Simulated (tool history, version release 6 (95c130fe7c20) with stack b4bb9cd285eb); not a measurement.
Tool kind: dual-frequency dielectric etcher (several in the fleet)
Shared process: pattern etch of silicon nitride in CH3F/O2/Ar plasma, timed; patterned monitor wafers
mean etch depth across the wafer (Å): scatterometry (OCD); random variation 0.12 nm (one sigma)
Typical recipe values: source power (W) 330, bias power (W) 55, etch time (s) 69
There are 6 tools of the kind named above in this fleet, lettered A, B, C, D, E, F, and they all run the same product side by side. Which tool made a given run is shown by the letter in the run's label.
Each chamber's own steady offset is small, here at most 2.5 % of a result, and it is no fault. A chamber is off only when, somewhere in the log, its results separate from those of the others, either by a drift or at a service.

run   hour  source power (W)  bias power (W)  etch time (s)  read-back reference wafer on the same gauge, depth_nm  mean etch depth across the wafer (Å)
 1F      7               330              55             69                                                 44.511                                407.27
 2A   11.4               330              55             69                                                 44.496                                411.48
 3B   15.4               330              55             69                                                 44.498                                399.39
 4C   22.3               330              55             69                                                 44.455                                409.44
 5D   26.4               330              55             69                                                 44.516                                411.64
 6E   32.9               330              55             69                                                 44.513                                407.89
 7F   36.9               330              55             69                                                 44.467                                408.02
 8C   41.7               330              48             69                                                 44.459                                393.52
 9A   47.3               330              48             69                                                 44.488                                393.49
10B   53.8               330              48             69                                                 44.503                                384.27
11E   59.9               330              48             69                                                 44.539                                391.94
12D   67.4               330              48             69                                                 44.507                                391.91
13B   74.3               330              48             69                                                 44.509                                385.67
      79.6  -- chamber F: wet clean of the chamber
14A   79.8               330              55             69                                                 44.502                                411.65
15E   85.6               330              55             69                                                 44.506                                 409.9
16C     91               330              55             69                                                 44.501                                408.08
17F   97.3               330              45             49                                                 44.487                                272.67
18D  101.9               330              45             49                                                 44.489                                273.31
19B  108.8               330              45             49                                                 44.514                                266.88
     112.2  -- chamber D: wet clean of the chamber
20C  112.2               330              45             49                                                 44.519                                272.97
21E  117.5               330              45             49                                                 44.497                                 271.4
     121.6  -- chamber A: wet clean of the chamber
22F  121.7               330              45             49                                                 44.487                                273.53
23A  128.9               330              55             69                                                 44.512                                421.06
       132  -- chamber B: wet clean of the chamber
24D  134.6               330              55             69                                                 44.483                                410.18
25A  141.5               400              67             69                                                 44.503                                479.18
26B  148.8               400              67             69                                                 44.474                                460.88
27D  152.4               400              67             69                                                 44.521                                 472.2
28E  156.4               400              67             69                                                 44.492                                467.51
29F  163.9               400              67             69                                                 44.527                                466.93
30C  168.2               400              67             69                                                 44.526                                472.15
31D  171.8               330              55             69                                                   44.5                                410.17
32A  176.7               330              55             69                                                 44.519                                419.91
33E  181.4               330              55             69                                                 44.494                                407.77
34C  187.8               330              55             69                                                 44.544                                409.62
35B    193               330              55             69                                                 44.479                                398.55
36F  198.6               330              55             69                                                 44.493                                409.92
37C  204.7               330              55             69                                                 44.518                                407.11
38B  212.4               260              55           51.5                                                 44.488                                271.76
39F  216.6               260              55           51.5                                                 44.543                                279.44
40D  224.3               260              55           51.5                                                  44.54                                278.57
41E  231.8               260              55           51.5                                                 44.533                                279.33
42A  238.9               260              55           51.5                                                 44.453                                286.65
43B  246.5               260              55           51.5                                                 44.503                                273.93
44F  251.6               330              55             69                                                 44.512                                410.39

Read the log: is a single chamber off, either drifting away or since a service, is the gauge that measures every chamber drifting, or is nothing wrong beyond small per-chamber offsets? Name any odd chamber and what most likely caused it.

The work done on chamber A during a service left it standing apart from the others.
Most likely cause: etch rate over this chamber's usual, % = 2.07.

Which of the 4 candidates below, each the usual settings with something changed and its results left as question marks, puts chamber A back in line with what the other chambers give on the usual settings?
A result is in line if it is within this distance of the other chambers' mean on the usual settings: mean etch depth across the wafer (Å) 4.3
45A-1  257.2               330              56             72                                                                                            ?
45A-2  257.2               360              55             69                                                                                            ?
45A-3  257.2               330              55             67                                                                                            ?
45A-4  257.2               290              55             69                                                                                            ?

On the usual settings, the other chambers give on average: mean etch depth across the wafer (Å) 407.46
  run  mean etch depth across the wafer (Å)
45A-1                                441.38
45A-2                                434.68
45A-3                                408.34
45A-4                                400.45
Change 45A-3 lands the chamber within the allowed miss of the other chambers.
